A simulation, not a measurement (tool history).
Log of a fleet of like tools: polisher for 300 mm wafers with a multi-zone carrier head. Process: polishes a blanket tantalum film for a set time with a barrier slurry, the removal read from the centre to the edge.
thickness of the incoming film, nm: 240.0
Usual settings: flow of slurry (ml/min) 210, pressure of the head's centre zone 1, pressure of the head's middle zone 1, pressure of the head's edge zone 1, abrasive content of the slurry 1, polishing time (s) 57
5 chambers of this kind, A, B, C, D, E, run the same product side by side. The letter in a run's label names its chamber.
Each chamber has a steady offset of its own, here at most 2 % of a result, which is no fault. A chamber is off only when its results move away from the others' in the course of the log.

| run | hour | flow of slurry (ml/min) | pressure of the head's centre zone | pressure of the head's middle zone | pressure of the head's edge zone | abrasive content of the slurry | polishing time (s) | wafers polished on this pad | hours since the slurry nozzle was cleaned | hours since the centre zone pressure was calibrated | hours since the edge zone pressure was calibrated | film removed at the wafer's centre (nm) | film removed at mid-radius (nm) | film removed at the wafer's edge (nm) |
|---|---|---|---|---|---|---|---|---|---|---|---|---|---|---|
| 1A | 2.3 | 210 | 1 | 1 | 1 | 1 | 57 | 470 | 277.5 | 884.6 | 250.4 | 73.802 | 73.483 | 73.766 |
|  | 5.2 | chamber B: slurry nozzle cleaned |
| 2C | 6.1 | 210 | 1 | 1 | 1 | 1 | 57 | 469 | 92.8 | 1172 | 314 | 73.51 | 73.766 | 73.046 |
| 3E | 8.8 | 210 | 1 | 1 | 1 | 1 | 57 | 481 | 52.1 | 50.2 | 29.1 | 73.247 | 74.119 | 73.229 |
| 4D | 11.9 | 210 | 1 | 1 | 1 | 1 | 57 | 715 | 352 | 709.6 | 562.6 | 73.521 | 73.138 | 73.89 |
| 5B | 14.8 | 210 | 1 | 1 | 1 | 1 | 57 | 700 | 9.6 | 1065.8 | 471 | 73.082 | 74.804 | 73.431 |
| 6C | 19.4 | 210 | 1 | 1 | 1 | 1 | 57 | 576 | 106.1 | 1185.3 | 327.3 | 73.823 | 74.39 | 73.119 |
| 7A | 23 | 210 | 1 | 1 | 1 | 1 | 57 | 637 | 298.2 | 905.3 | 271.1 | 73.809 | 74.452 | 73.851 |
| 8B | 25.5 | 210 | 1 | 1 | 1 | 1 | 57 | 786 | 20.3 | 1076.5 | 481.7 | 73.83 | 74.936 | 73.842 |
| 9D | 29.3 | 210 | 1 | 1 | 1 | 1 | 57 | 856 | 369.4 | 727 | 580 | 73.806 | 74.532 | 73.652 |
|  | 31.6 | chamber E: worn pad replaced by a new one |
| 10E | 34.3 | 210 | 1 | 1 | 1.1 | 1 | 57 | 21 | 77.6 | 75.7 | 54.6 | 73.364 | 72.96 | 78.129 |
|  | 37.3 | chamber B: worn pad replaced by a new one |
| 11A | 38.1 | 210 | 1 | 1 | 1.1 | 1 | 57 | 759 | 313.3 | 920.4 | 286.2 | 73.87 | 73.305 | 76.855 |
| 12E | 41.8 | 210 | 1 | 1 | 1.1 | 1 | 57 | 82 | 85.1 | 83.2 | 62.1 | 73.788 | 72.469 | 77.142 |
| 13C | 45.8 | 210 | 1 | 1 | 1.1 | 1 | 57 | 789 | 132.5 | 1211.7 | 353.7 | 74.512 | 74.303 | 76.582 |
| 14D | 50.6 | 210 | 1 | 1 | 1.1 | 1 | 57 | 1027 | 390.7 | 748.3 | 601.3 | 73.499 | 73.322 | 77.376 |
| 15B | 53.2 | 210 | 1 | 1 | 1 | 1 | 57 | 129 | 48 | 1104.2 | 509.4 | 72.88 | 74.494 | 73.837 |
|  | 54.6 | chamber D: centre zone pressure recalibrated |
| 16D | 56.9 | 210 | 1 | 1 | 1 | 1 | 57 | 1078 | 397 | 2.4 | 607.6 | 68.096 | 73.766 | 74.539 |
| 17B | 59.2 | 210 | 1 | 0.95 | 1 | 1 | 57 | 177 | 54 | 1110.2 | 515.4 | 73.142 | 71.786 | 74.251 |
| 18C | 63.2 | 210 | 1 | 0.95 | 1 | 1 | 57 | 930 | 149.9 | 1229.1 | 371.1 | 73.842 | 71.152 | 72.467 |
| 19E | 65.7 | 210 | 1 | 0.95 | 1 | 1 | 57 | 275 | 109 | 107.1 | 86 | 73.94 | 70.436 | 73.156 |
| 20A | 69.9 | 210 | 1 | 0.95 | 1 | 1 | 57 | 1016 | 345.1 | 952.2 | 318 | 73.758 | 70.818 | 73.96 |
| 21B | 74.8 | 210 | 1 | 0.95 | 1 | 1 | 57 | 303 | 69.6 | 1125.8 | 531 | 72.791 | 72.277 | 73.658 |
| 22C | 78 | 210 | 1 | 1 | 1 | 0.7 | 48 | 1049 | 164.7 | 1243.9 | 385.9 | 55.632 | 55.815 | 54.417 |
| 23D | 82.1 | 210 | 1 | 1 | 1 | 0.7 | 48 | 1282 | 422.2 | 27.6 | 632.8 | 51.282 | 55.613 | 55.255 |
|  | 83.4 | chamber C: worn pad replaced by a new one |
|  | 84.5 | chamber D: worn pad replaced by a new one |
| 24A | 84.8 | 210 | 1 | 1 | 1 | 0.7 | 48 | 1136 | 360 | 967.1 | 332.9 | 55.025 | 55.798 | 55.407 |
|  | 85.6 | chamber A: worn pad replaced by a new one |
| 25E | 87.2 | 210 | 1 | 1 | 1 | 0.7 | 48 | 448 | 130.5 | 128.6 | 107.5 | 54.839 | 54.77 | 54.595 |
| 26C | 91.8 | 210 | 1 | 1 | 1 | 0.7 | 48 | 68 | 178.5 | 1257.7 | 399.7 | 55.523 | 55.404 | 54.47 |
| 27D | 94.5 | 210 | 1 | 1 | 1 | 1 | 57 | 80 | 434.6 | 40 | 645.2 | 68.506 | 73.547 | 73.984 |
| 28B | 98.4 | 210 | 1 | 1 | 1 | 1 | 57 | 493 | 93.2 | 1149.4 | 554.6 | 73.737 | 74.243 | 74.207 |
|  | 99 | chamber E: worn pad replaced by a new one |
| 29A | 103.3 | 210 | 1 | 1 | 1 | 1 | 57 | 143 | 378.5 | 985.6 | 351.4 | 73.277 | 73.572 | 74.251 |
| 30E | 108 | 210 | 1 | 1 | 1 | 1 | 57 | 73 | 151.3 | 149.4 | 128.3 | 74.235 | 72.294 | 73.807 |
| 31D | 110.3 | 210 | 1 | 1 | 1 | 1 | 57 | 208 | 450.4 | 55.8 | 661 | 67.768 | 73.996 | 73.542 |
| 32C | 113.9 | 210 | 0.95 | 1 | 1 | 0.8 | 57 | 246 | 200.6 | 1279.8 | 421.8 | 66.231 | 69.439 | 67.777 |
| 33A | 116.4 | 210 | 0.95 | 1 | 1 | 0.8 | 57 | 248 | 391.6 | 998.7 | 364.5 | 65.001 | 69.131 | 69.274 |
| 34B | 118.7 | 210 | 0.95 | 1 | 1 | 0.8 | 57 | 657 | 113.5 | 1169.7 | 574.9 | 64.119 | 69.261 | 69.239 |
| 35E | 121.7 | 210 | 0.95 | 1 | 1 | 0.8 | 57 | 183 | 165 | 163.1 | 142 | 64.834 | 67.755 | 68.59 |
| 36A | 123.9 | 210 | 0.95 | 1 | 1 | 0.8 | 57 | 309 | 399.1 | 1006.2 | 372 | 65.016 | 69.569 | 69.718 |
| 37D | 128.6 | 210 | 1 | 1 | 1 | 1 | 57 | 355 | 468.7 | 74.1 | 679.3 | 68.828 | 74.783 | 72.705 |
| 38C | 132.3 | 210 | 1 | 1 | 1 | 1 | 57 | 395 | 219 | 1298.2 | 440.2 | 74.694 | 74.49 | 73.523 |

Is one chamber off against the others, does the gauge drift, or is nothing wrong? If a chamber is off, say which, and what the likeliest cause is.

A service left chamber D off against the others.
Cause: centre zone's pressure below its setpoint, % = 7.22.

Here are 4 candidates for chamber D's next run, each the usual settings with a change, their results left as question marks. Which one brings its results back in line with what the others give on the usual settings?
In line means no further than this from the other chambers' mean on the usual settings: film removed at the wafer's centre (nm) 1.7; film removed at mid-radius (nm) 2.4; film removed at the wafer's edge (nm) 1.8
| 39D-1 | 135.9 | 220 | 1.1 | 0.98 | 0.96 | 1 | 58 |  |  |  |  | ? | ? | ? |
| 39D-2 | 135.9 | 215 | 1.07 | 0.99 | 0.98 | 1 | 57 |  |  |  |  | ? | ? | ? |
| 39D-3 | 135.9 | 205 | 0.94 | 1.01 | 1.02 | 1 | 57 |  |  |  |  | ? | ? | ? |
| 39D-4 | 135.9 | 200 | 0.91 | 1.01 | 1.03 | 1 | 56 |  |  |  |  | ? | ? | ? |

The other chambers' mean on the usual settings: film removed at the wafer's centre (nm) 73.657; film removed at mid-radius (nm) 74.263; film removed at the wafer's edge (nm) 73.558
| run | film removed at the wafer's centre (nm) | film removed at mid-radius (nm) | film removed at the wafer's edge (nm) |
|---|---|---|---|
| 39D-1 | 77.806 | 74.637 | 73.459 |
| 39D-2 | 73.906 | 73.82 | 72.787 |
| 39D-3 | 63.466 | 74.743 | 73.94 |
| 39D-4 | 59.869 | 73.182 | 72.827 |
39D-2 brings the chamber back in line.
